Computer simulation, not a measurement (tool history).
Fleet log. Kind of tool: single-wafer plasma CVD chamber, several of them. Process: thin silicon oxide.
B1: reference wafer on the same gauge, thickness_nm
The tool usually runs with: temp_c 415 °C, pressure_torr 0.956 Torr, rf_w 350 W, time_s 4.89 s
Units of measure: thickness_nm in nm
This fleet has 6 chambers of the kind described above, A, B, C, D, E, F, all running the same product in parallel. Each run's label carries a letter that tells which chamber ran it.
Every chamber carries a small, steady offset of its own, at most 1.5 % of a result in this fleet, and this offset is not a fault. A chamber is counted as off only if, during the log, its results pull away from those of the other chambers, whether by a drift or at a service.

run 1B day=0.275 | temp_c=415 pressure_torr=0.956 rf_w=350 time_s=4.89 | B1=12.598 | thickness_nm=11.013
run 2C day=0.4 | temp_c=415 pressure_torr=0.956 rf_w=350 time_s=4.89 | B1=12.595 | thickness_nm=10.913
run 3F day=0.529 | temp_c=415 pressure_torr=0.956 rf_w=350 time_s=4.89 | B1=12.596 | thickness_nm=11.038
run 4E day=0.779 | temp_c=415 pressure_torr=0.956 rf_w=350 time_s=4.89 | B1=12.586 | thickness_nm=11.053
run 5A day=1.033 | temp_c=415 pressure_torr=0.956 rf_w=350 time_s=4.89 | B1=12.584 | thickness_nm=11.029
run 6D day=1.267 | temp_c=415 pressure_torr=0.956 rf_w=350 time_s=4.89 | B1=12.588 | thickness_nm=11.086
run 7F day=1.467 | temp_c=415 pressure_torr=0.956 rf_w=350 time_s=4.89 | B1=12.586 | thickness_nm=11.062
run 8C day=1.712 | temp_c=401 pressure_torr=0.956 rf_w=300 time_s=4.89 | B1=12.582 | thickness_nm=10.324
run 9B day=1.933 | temp_c=401 pressure_torr=0.956 rf_w=300 time_s=4.89 | B1=12.577 | thickness_nm=10.428
run 10E day=2.129 | temp_c=401 pressure_torr=0.956 rf_w=300 time_s=4.89 | B1=12.574 | thickness_nm=10.503
run 11A day=2.329 | temp_c=401 pressure_torr=0.956 rf_w=300 time_s=4.89 | B1=12.577 | thickness_nm=10.442
run 12D day=2.579 | temp_c=401 pressure_torr=0.956 rf_w=300 time_s=4.89 | B1=12.573 | thickness_nm=10.514
run 13B day=2.742 | temp_c=401 pressure_torr=0.956 rf_w=300 time_s=4.89 | B1=12.57 | thickness_nm=10.416
run 14F day=2.867 | temp_c=415 pressure_torr=0.956 rf_w=350 time_s=4.89 | B1=12.57 | thickness_nm=11.037
run 15C day=3.067 | temp_c=415 pressure_torr=0.956 rf_w=350 time_s=4.89 | B1=12.563 | thickness_nm=10.882
run 16A day=3.25 | temp_c=415 pressure_torr=0.956 rf_w=350 time_s=5.43 | B1=12.57 | thickness_nm=12.186
run 17E day=3.45 | temp_c=415 pressure_torr=0.956 rf_w=350 time_s=5.43 | B1=12.561 | thickness_nm=12.216
run 18D day=3.658 | temp_c=415 pressure_torr=0.956 rf_w=350 time_s=5.43 | B1=12.556 | thickness_nm=12.314
run 19E day=3.85 | temp_c=415 pressure_torr=0.956 rf_w=350 time_s=5.43 | B1=12.558 | thickness_nm=12.25
run 20A day=4 | temp_c=415 pressure_torr=0.956 rf_w=350 time_s=5.43 | B1=12.554 | thickness_nm=12.196
run 21F day=4.183 | temp_c=415 pressure_torr=0.956 rf_w=350 time_s=5.43 | B1=12.558 | thickness_nm=12.234
run 22B day=4.392 | temp_c=415 pressure_torr=0.956 rf_w=350 time_s=4.89 | B1=12.559 | thickness_nm=10.956
-- day=4.562 chamber A: RF generator calibrated
run 23D day=4.604 | temp_c=415 pressure_torr=0.956 rf_w=350 time_s=4.89 | B1=12.548 | thickness_nm=11.042
run 24C day=4.729 | temp_c=415 pressure_torr=0.956 rf_w=350 time_s=4.89 | B1=12.549 | thickness_nm=10.866
run 25B day=4.971 | temp_c=415 pressure_torr=0.956 rf_w=350 time_s=4.89 | B1=12.546 | thickness_nm=10.959
run 26A day=5.112 | temp_c=415 pressure_torr=0.956 rf_w=350 time_s=4.89 | B1=12.542 | thickness_nm=11.004
run 27D day=5.4 | temp_c=415 pressure_torr=0.956 rf_w=350 time_s=4.89 | B1=12.543 | thickness_nm=11.052
run 28F day=5.617 | temp_c=415 pressure_torr=0.956 rf_w=350 time_s=4.89 | B1=12.543 | thickness_nm=10.976
run 29C day=5.762 | temp_c=415 pressure_torr=0.956 rf_w=350 time_s=4.89 | B1=12.54 | thickness_nm=10.857
run 30E day=6.038 | temp_c=415 pressure_torr=0.956 rf_w=350 time_s=4.89 | B1=12.538 | thickness_nm=10.977
run 31F day=6.242 | temp_c=415 pressure_torr=0.956 rf_w=350 time_s=4.89 | B1=12.536 | thickness_nm=11.017
-- day=6.25 chamber B: RF generator calibrated
run 32C day=6.488 | temp_c=415 pressure_torr=0.956 rf_w=350 time_s=4.89 | B1=12.53 | thickness_nm=10.841
run 33A day=6.658 | temp_c=415 pressure_torr=0.956 rf_w=350 time_s=4.89 | B1=12.528 | thickness_nm=10.961
run 34D day=6.792 | temp_c=415 pressure_torr=0.956 rf_w=350 time_s=4.89 | B1=12.531 | thickness_nm=11.037
run 35E day=6.946 | temp_c=426 pressure_torr=0.956 rf_w=295 time_s=4.89 | B1=12.53 | thickness_nm=10.206
run 36B day=7.112 | temp_c=426 pressure_torr=0.956 rf_w=295 time_s=4.89 | B1=12.527 | thickness_nm=10.127
run 37D day=7.396 | temp_c=426 pressure_torr=0.956 rf_w=295 time_s=4.89 | B1=12.525 | thickness_nm=10.228

All 6 chambers run these settings next. Forecast each chamber's results:
run 38A day=7.6 | temp_c=409 pressure_torr=0.956 rf_w=350 time_s=4.89 | thickness_nm=?
run 38B day=7.6 | temp_c=409 pressure_torr=0.956 rf_w=350 time_s=4.89 | thickness_nm=?
run 38C day=7.6 | temp_c=409 pressure_torr=0.956 rf_w=350 time_s=4.89 | thickness_nm=?
run 38D day=7.6 | temp_c=409 pressure_torr=0.956 rf_w=350 time_s=4.89 | thickness_nm=?
run 38E day=7.6 | temp_c=409 pressure_torr=0.956 rf_w=350 time_s=4.89 | thickness_nm=?
run 38F day=7.6 | temp_c=409 pressure_torr=0.956 rf_w=350 time_s=4.89 | thickness_nm=?

run=38A thickness_nm=11.05
run=38B thickness_nm=10.959
run=38C thickness_nm=10.856
run=38D thickness_nm=11.065
run=38E thickness_nm=10.993
run=38F thickness_nm=11.036
